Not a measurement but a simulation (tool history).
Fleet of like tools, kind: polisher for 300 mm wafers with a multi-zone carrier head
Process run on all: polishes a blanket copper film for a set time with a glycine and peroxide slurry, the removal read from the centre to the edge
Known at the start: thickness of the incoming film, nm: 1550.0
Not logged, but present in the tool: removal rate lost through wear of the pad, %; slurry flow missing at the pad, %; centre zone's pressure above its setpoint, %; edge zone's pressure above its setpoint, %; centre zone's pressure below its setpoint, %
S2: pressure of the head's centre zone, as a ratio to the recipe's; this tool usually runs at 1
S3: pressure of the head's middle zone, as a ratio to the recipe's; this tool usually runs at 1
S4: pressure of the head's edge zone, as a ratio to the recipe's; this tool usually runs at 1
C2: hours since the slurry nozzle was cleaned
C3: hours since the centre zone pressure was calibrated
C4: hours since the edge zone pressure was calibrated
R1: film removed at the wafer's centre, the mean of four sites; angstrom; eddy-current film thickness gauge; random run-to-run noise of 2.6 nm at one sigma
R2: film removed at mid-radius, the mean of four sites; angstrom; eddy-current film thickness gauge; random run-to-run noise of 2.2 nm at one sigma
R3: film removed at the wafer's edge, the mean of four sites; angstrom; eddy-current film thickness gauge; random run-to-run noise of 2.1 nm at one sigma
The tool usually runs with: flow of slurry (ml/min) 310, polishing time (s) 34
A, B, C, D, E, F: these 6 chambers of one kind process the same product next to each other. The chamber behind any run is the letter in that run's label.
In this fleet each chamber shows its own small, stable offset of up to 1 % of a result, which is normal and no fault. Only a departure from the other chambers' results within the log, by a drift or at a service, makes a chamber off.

-- hour=2.4 chamber F: slurry nozzle cleaned
run 1A hour=11.4 | flow_of_slurry_(ml/min)=310 S2=1 S3=1 S4=1 polishing_time_(s)=34 | wafers_polished_on_this_pad=958 C2=139.2 C3=1363.6 C4=356.8 | R1=1835.9 R2=1850.3 R3=1884.9
-- hour=13.4 chamber E: worn pad replaced by a new one
run 2E hour=24 | flow_of_slurry_(ml/min)=310 S2=1 S3=1 S4=1 polishing_time_(s)=34 | wafers_polished_on_this_pad=192 C2=109 C3=957.6 C4=24.6 | R1=1858.1 R2=1860.4 R3=1871.4
-- hour=26.5 chamber F: worn pad replaced by a new one
-- hour=28.1 chamber A: worn pad replaced by a new one
-- hour=31.2 chamber B: worn pad replaced by a new one
run 3B hour=35.7 | flow_of_slurry_(ml/min)=310 S2=1 S3=1 S4=1 polishing_time_(s)=34 | wafers_polished_on_this_pad=83 C2=309.2 C3=576.9 C4=624 | R1=1883 R2=1813 R3=1842.1
-- hour=39.2 chamber D: worn pad replaced by a new one
run 4D hour=43.3 | flow_of_slurry_(ml/min)=310 S2=1 S3=1 S4=1 polishing_time_(s)=34 | wafers_polished_on_this_pad=74 C2=168.6 C3=352.4 C4=462.4 | R1=1912.3 R2=1855.8 R3=1853.7
run 5C hour=50 | flow_of_slurry_(ml/min)=310 S2=1 S3=1 S4=1 polishing_time_(s)=34 | wafers_polished_on_this_pad=992 C2=550.7 C3=964.7 C4=88.9 | R1=1825.1 R2=1884.5 R3=1829.2
run 6F hour=58.8 | flow_of_slurry_(ml/min)=395 S2=1 S3=1 S4=1 polishing_time_(s)=34 | wafers_polished_on_this_pad=587 C2=56.4 C3=469.9 C4=341.9 | R1=1883.7 R2=1886.5 R3=1856.4
run 7B hour=69.7 | flow_of_slurry_(ml/min)=395 S2=1 S3=1 S4=1 polishing_time_(s)=34 | wafers_polished_on_this_pad=700 C2=343.2 C3=610.9 C4=658 | R1=1931.1 R2=1887 R3=1904.6
-- hour=79.5 chamber C: worn pad replaced by a new one
run 8D hour=80.2 | flow_of_slurry_(ml/min)=395 S2=1 S3=1 S4=1 polishing_time_(s)=34 | wafers_polished_on_this_pad=744 C2=205.5 C3=389.3 C4=499.3 | R1=1953.6 R2=1885.8 R3=1887.3
run 9C hour=93.1 | flow_of_slurry_(ml/min)=395 S2=1 S3=1 S4=1 polishing_time_(s)=34 | wafers_polished_on_this_pad=247 C2=593.8 C3=1007.8 C4=132 | R1=1901.4 R2=1920.2 R3=1856.9
-- hour=95.4 chamber E: worn pad replaced by a new one
-- hour=98.8 chamber A: centre zone pressure recalibrated
run 10E hour=101.3 | flow_of_slurry_(ml/min)=395 S2=1 S3=1 S4=1 polishing_time_(s)=34 | wafers_polished_on_this_pad=108 C2=186.3 C3=1034.9 C4=101.9 | R1=1895.3 R2=1908.1 R3=1881.5
-- hour=103.2 chamber B: worn pad replaced by a new one
-- hour=107.1 chamber A: worn pad replaced by a new one
run 11F hour=110.3 | flow_of_slurry_(ml/min)=395 S2=1 S3=1 S4=1 polishing_time_(s)=34 | wafers_polished_on_this_pad=1521 C2=107.9 C3=521.4 C4=393.4 | R1=1926.7 R2=1874.8 R3=1882.9
-- hour=111.1 chamber D: worn pad replaced by a new one
-- hour=111.2 chamber F: worn pad replaced by a new one
-- hour=119.4 chamber B: slurry nozzle cleaned
run 12A hour=121.2 | flow_of_slurry_(ml/min)=310 S2=1 S3=1 S4=1 polishing_time_(s)=34 | wafers_polished_on_this_pad=256 C2=249 C3=22.5 C4=466.6 | R1=1823.1 R2=1846.7 R3=1874
run 13B hour=130.8 | flow_of_slurry_(ml/min)=310 S2=1 S3=1 S4=1 polishing_time_(s)=34 | wafers_polished_on_this_pad=501 C2=11.4 C3=672 C4=719.1 | R1=1843.6 R2=1881.9 R3=1884.3
-- hour=138.7 chamber A: slurry nozzle cleaned
-- hour=143.4 chamber C: worn pad replaced by a new one
run 14A hour=143.7 | flow_of_slurry_(ml/min)=310 S2=1 S3=1 S4=1 polishing_time_(s)=34 | wafers_polished_on_this_pad=665 C2=5 C3=45 C4=489.1 | R1=1874.2 R2=1893.1 R3=1869
run 15F hour=152.9 | flow_of_slurry_(ml/min)=310 S2=1 S3=1 S4=1 polishing_time_(s)=34 | wafers_polished_on_this_pad=757 C2=150.5 C3=564 C4=436 | R1=1864.9 R2=1870.5 R3=1845.3
run 16C hour=161.4 | flow_of_slurry_(ml/min)=310 S2=1 S3=1 S4=1 polishing_time_(s)=34 | wafers_polished_on_this_pad=327 C2=662.1 C3=1076.1 C4=200.3 | R1=1859.1 R2=1878 R3=1846.5
-- hour=162 chamber A: edge zone pressure recalibrated
-- hour=172.2 chamber E: worn pad replaced by a new one
-- hour=172.5 chamber A: worn pad replaced by a new one
run 17E hour=173.9 | flow_of_slurry_(ml/min)=310 S2=1 S3=1 S4=1 polishing_time_(s)=34 | wafers_polished_on_this_pad=31 C2=258.9 C3=1107.5 C4=174.5 | R1=1907.6 R2=1838.1 R3=1832.1
-- hour=182.2 chamber F: worn pad replaced by a new one
-- hour=182.7 chamber D: worn pad replaced by a new one
-- hour=183.1 chamber C: centre zone pressure recalibrated
run 18D hour=184.3 | flow_of_slurry_(ml/min)=310 S2=1 S3=1 S4=1 polishing_time_(s)=34 | wafers_polished_on_this_pad=29 C2=309.6 C3=493.4 C4=603.4 | R1=1860 R2=1828.4 R3=1833.6
-- hour=186.7 chamber B: worn pad replaced by a new one
run 19C hour=194.1 | flow_of_slurry_(ml/min)=310 S2=1 S3=1 S4=1 polishing_time_(s)=34 | wafers_polished_on_this_pad=920 C2=694.8 C3=11 C4=233 | R1=1868.5 R2=1850.6 R3=1843.1
run 20E hour=204.4 | flow_of_slurry_(ml/min)=310 S2=1 S3=1 S4=1 polishing_time_(s)=40 | wafers_polished_on_this_pad=584 C2=289.4 C3=1138 C4=205 | R1=2247.8 R2=2139.1 R3=2187.3
-- hour=207.3 chamber C: worn pad replaced by a new one
run 21A hour=213.7 | flow_of_slurry_(ml/min)=310 S2=1 S3=1 S4=1 polishing_time_(s)=40 | wafers_polished_on_this_pad=747 C2=75 C3=115 C4=51.7 | R1=2135.5 R2=2183.9 R3=2210.5
run 22B hour=221 | flow_of_slurry_(ml/min)=310 S2=1 S3=1 S4=1 polishing_time_(s)=40 | wafers_polished_on_this_pad=623 C2=101.6 C3=762.2 C4=809.3 | R1=2165.5 R2=2179.6 R3=2199.1
-- hour=227.3 chamber E: slurry nozzle cleaned
run 23D hour=234.3 | flow_of_slurry_(ml/min)=310 S2=1 S3=1 S4=1 polishing_time_(s)=40 | wafers_polished_on_this_pad=936 C2=359.6 C3=543.4 C4=653.4 | R1=2219.6 R2=2144.5 R3=2209.1
-- hour=236.4 chamber A: worn pad replaced by a new one
-- hour=237.6 chamber E: worn pad replaced by a new one
run 24F hour=243.5 | flow_of_slurry_(ml/min)=310 S2=1 S3=1 S4=1 polishing_time_(s)=40 | wafers_polished_on_this_pad=1113 C2=241.1 C3=654.6 C4=526.6 | R1=2182 R2=2191.2 R3=2200.3
run 25A hour=250.7 | flow_of_slurry_(ml/min)=310 S2=1 S3=1 S4=1 polishing_time_(s)=40 | wafers_polished_on_this_pad=261 C2=112 C3=152 C4=88.7 | R1=2222.8 R2=2176.9 R3=2182.1
-- hour=252.1 chamber F: worn pad replaced by a new one
-- hour=260.1 chamber D: worn pad replaced by a new one
run 26B hour=260.1 | flow_of_slurry_(ml/min)=310 S2=1 S3=1 S4=1 polishing_time_(s)=34 | wafers_polished_on_this_pad=1333 C2=140.7 C3=801.3 C4=848.4 | R1=1829.1 R2=1891.9 R3=1874.4
-- hour=263.1 chamber B: worn pad replaced by a new one
-- hour=265.9 chamber C: slurry nozzle cleaned
run 27F hour=266.5 | flow_of_slurry_(ml/min)=310 S2=1 S3=1 S4=1 polishing_time_(s)=34 | wafers_polished_on_this_pad=262 C2=264.1 C3=677.6 C4=549.6 | R1=1862.7 R2=1866.1 R3=1853
run 28D hour=278.1 | flow_of_slurry_(ml/min)=310 S2=1 S3=1 S4=1 polishing_time_(s)=34 | wafers_polished_on_this_pad=326 C2=403.4 C3=587.2 C4=697.2 | R1=1839 R2=1850.7 R3=1830.8
-- hour=281 chamber C: worn pad replaced by a new one
run 29C hour=286.3 | flow_of_slurry_(ml/min)=310 S2=1 S3=1 S4=1 polishing_time_(s)=34 | wafers_polished_on_this_pad=96 C2=20.4 C3=103.2 C4=325.2 | R1=1861.7 R2=1883.9 R3=1835.4
run 30E hour=297.2 | flow_of_slurry_(ml/min)=310 S2=1 S3=1 S4=1 polishing_time_(s)=34 | wafers_polished_on_this_pad=1081 C2=70 C3=1230.8 C4=297.8 | R1=1878.8 R2=1854.5 R3=1792.7
run 31B hour=304.9 | flow_of_slurry_(ml/min)=310 S2=1 S3=1 S4=1 polishing_time_(s)=34 | wafers_polished_on_this_pad=758 C2=185.5 C3=846.1 C4=893.2 | R1=1846.2 R2=1831.1 R3=1851.6
-- hour=305.1 chamber E: worn pad replaced by a new one
-- hour=310.3 chamber D: edge zone pressure recalibrated
run 32F hour=311.4 | flow_of_slurry_(ml/min)=310 S2=1 S3=1 S4=1 polishing_time_(s)=34 | wafers_polished_on_this_pad=1077 C2=309 C3=722.5 C4=594.5 | R1=1833.6 R2=1845.2 R3=1869.4
-- hour=312.4 chamber A: worn pad replaced by a new one
run 33D hour=319.4 | flow_of_slurry_(ml/min)=310 S2=1 S3=1 S4=1 polishing_time_(s)=34 | wafers_polished_on_this_pad=1075 C2=444.7 C3=628.5 C4=9.2 | R1=1881.8 R2=1848.7 R3=1866.2
run 34C hour=328.8 | flow_of_slurry_(ml/min)=310 S2=1 S3=1 S4=1 polishing_time_(s)=34 | wafers_polished_on_this_pad=867 C2=62.9 C3=145.7 C4=367.7 | R1=1827.2 R2=1904.6 R3=1836.5
run 35A hour=335.2 | flow_of_slurry_(ml/min)=310 S2=1 S3=1 S4=1 polishing_time_(s)=34 | wafers_polished_on_this_pad=414 C2=196.5 C3=236.5 C4=173.2 | R1=1844.4 R2=1895.9 R3=1844.7
run 36E hour=344.5 | flow_of_slurry_(ml/min)=310 S2=1 S3=1 S4=1 polishing_time_(s)=34 | wafers_polished_on_this_pad=716 C2=117.3 C3=1278.1 C4=345.1 | R1=1872.4 R2=1890.2 R3=1872.5
-- hour=349.1 chamber E: edge zone pressure recalibrated
-- hour=351.6 chamber C: worn pad replaced by a new one
run 37A hour=357.7 | flow_of_slurry_(ml/min)=380 S2=1 S3=1 S4=1 polishing_time_(s)=34 | wafers_polished_on_this_pad=823 C2=219 C3=259 C4=195.7 | R1=1890.8 R2=1927.8 R3=1869.4
run 38C hour=367.4 | flow_of_slurry_(ml/min)=380 S2=1 S3=1 S4=1 polishing_time_(s)=34 | wafers_polished_on_this_pad=286 C2=101.5 C3=184.3 C4=406.3 | R1=1940.6 R2=1909.8 R3=1881.2
-- hour=371.4 chamber E: worn pad replaced by a new one
run 39E hour=374.8 | flow_of_slurry_(ml/min)=380 S2=1 S3=1 S4=1 polishing_time_(s)=34 | wafers_polished_on_this_pad=62 C2=147.6 C3=1308.4 C4=25.7 | R1=1930.7 R2=1922.5 R3=1881.4

Decide between three cases: one chamber stands off from its peers, the gauge reading all wafers drifts, or nothing is wrong past each chamber's small offset. Where a chamber is off, say which and what most likely put it there.

Neither any chamber nor the gauge drifts; the chambers differ only by their own small, steady offsets.
